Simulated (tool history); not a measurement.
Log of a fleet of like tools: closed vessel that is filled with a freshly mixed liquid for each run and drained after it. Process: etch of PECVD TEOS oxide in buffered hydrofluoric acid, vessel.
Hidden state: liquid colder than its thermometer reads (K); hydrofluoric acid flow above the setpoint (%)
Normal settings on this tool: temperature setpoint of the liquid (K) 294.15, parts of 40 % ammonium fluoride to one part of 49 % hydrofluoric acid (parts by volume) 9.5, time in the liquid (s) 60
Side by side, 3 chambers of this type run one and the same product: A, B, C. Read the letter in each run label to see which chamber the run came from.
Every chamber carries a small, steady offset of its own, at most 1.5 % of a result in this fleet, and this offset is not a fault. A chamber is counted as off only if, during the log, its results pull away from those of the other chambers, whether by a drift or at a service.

run   hour  temperature setpoint of the liquid (K)  parts of 40 % ammonium fluoride to one part of 49 % hydrofluoric acid (parts by volume)  time in the liquid (s)  hours since the thermometer was replaced  hours since the hydrofluoric acid flow meter was replaced  read-back film thickness of the PECVD TEOS oxide reference wafer, read on the same gauge (nm)  thickness taken off the PECVD TEOS oxide on a monitor wafer (nm)
 1A   16.4                                  294.15                                                                                      9.5                      60                                    1330.9                                                      179.7                                                                                         49.966                                                            200.42
 2B   32.8                                  294.15                                                                                      9.5                      60                                     930.3                                                     2072.6                                                                                         49.994                                                            199.62
      33.5  -- chamber C: thermometer replaced
 3C   47.7                                  294.15                                                                                      9.5                      60                                      14.2                                                     2074.9                                                                                          50.03                                                             205.2
 4A   61.8                                  294.15                                                                                      9.5                      60                                    1376.3                                                      225.1                                                                                         50.039                                                            203.46
 5B   74.6                                  294.15                                                                                      9.5                      60                                     972.1                                                     2114.4                                                                                         50.022                                                            198.44
 6C   85.8                                  294.15                                                                                      9.5                      60                                      52.3                                                       2113                                                                                         49.997                                                            207.28
 7A   93.4                                  294.15                                                                                     11.5                      75                                    1407.9                                                      256.7                                                                                         50.002                                                            218.35
 8B    101                                  294.15                                                                                     11.5                      75                                     998.5                                                     2140.8                                                                                         50.013                                                            208.85
 9C    111                                  294.15                                                                                     11.5                      75                                      77.5                                                     2138.2                                                                                         49.988                                                            217.04
10C  119.9                                  294.15                                                                                      9.5                      60                                      86.4                                                     2147.1                                                                                         49.979                                                            202.32
11B  130.5                                  294.15                                                                                      9.5                      60                                      1028                                                     2170.3                                                                                         50.017                                                            196.46
12A  141.5                                  294.15                                                                                      9.5                      60                                      1456                                                      304.8                                                                                         50.002                                                            208.38
13A  151.4                                  294.15                                                                                        8                      85                                    1465.9                                                      314.7                                                                                         49.979                                                            361.57
14C  167.3                                  294.15                                                                                        8                      85                                     133.8                                                     2194.5                                                                                         49.995                                                            337.78
15B  179.6                                  294.15                                                                                        8                      85                                    1077.1                                                     2219.4                                                                                         50.007                                                            333.33
16A  191.2                                  294.15                                                                                      9.5                      60                                    1505.7                                                      354.5                                                                                         50.006                                                            214.09
17C    202                                  294.15                                                                                      9.5                      60                                     168.5                                                     2229.2                                                                                         49.979                                                            205.49
18B  218.1                                  294.15                                                                                      9.5                      60                                    1115.6                                                     2257.9                                                                                             50                                                            200.31
19B  233.8                                  294.15                                                                                      9.5                      60                                    1131.3                                                     2273.6                                                                                         49.992                                                            201.38
20C  242.2                                  294.15                                                                                      9.5                      60                                     208.7                                                     2269.4                                                                                         49.979                                                            201.52
21A  258.4                                  294.15                                                                                      9.5                      60                                    1572.9                                                      421.7                                                                                         49.955                                                            221.47
22A  265.6                                  294.15                                                                                      9.5                      60                                    1580.1                                                      428.9                                                                                         50.003                                                            220.86

Is one chamber out of step, is the gauge drifting, or do the chambers differ by no more than their own small offsets? For an off chamber, give its letter and the likeliest cause.

One chamber, A, drifts off from the rest bit by bit.
Cause: hydrofluoric acid flow above the setpoint (%) = 12.
The log may not tell that from: liquid hotter than its thermometer reads (K).

Below are 4 candidate recipes for chamber A's next run, each the usual settings with a change, their results shown as question marks. Which of them brings A's results back in line with what the other chambers give on the usual settings?
In line means no further than this from the other chambers' mean on the usual settings: thickness taken off the PECVD TEOS oxide on a monitor wafer (nm) 5.1
23A-1  277.4                                  294.15                                                                                        8                      60                                                                                                                                                                                                                                                                     ?
23A-2  277.4                                  294.15                                                                                      9.5                      55                                                                                                                                                                                                                                                                     ?
23A-3  277.4                                  294.15                                                                                       12                      60                                                                                                                                                                                                                                                                     ?
23A-4  277.4                                  294.65                                                                                        9                      60                                                                                                                                                                                                                                                                     ?

What the other chambers average on the usual settings: thickness taken off the PECVD TEOS oxide on a monitor wafer (nm) 201.47
  run  thickness taken off the PECVD TEOS oxide on a monitor wafer (nm)
23A-1                                                            267.56
23A-2                                                            203.04
23A-3                                                            181.18
23A-4                                                            241.82
Change 23A-2 lands the chamber within the allowed miss of the other chambers.
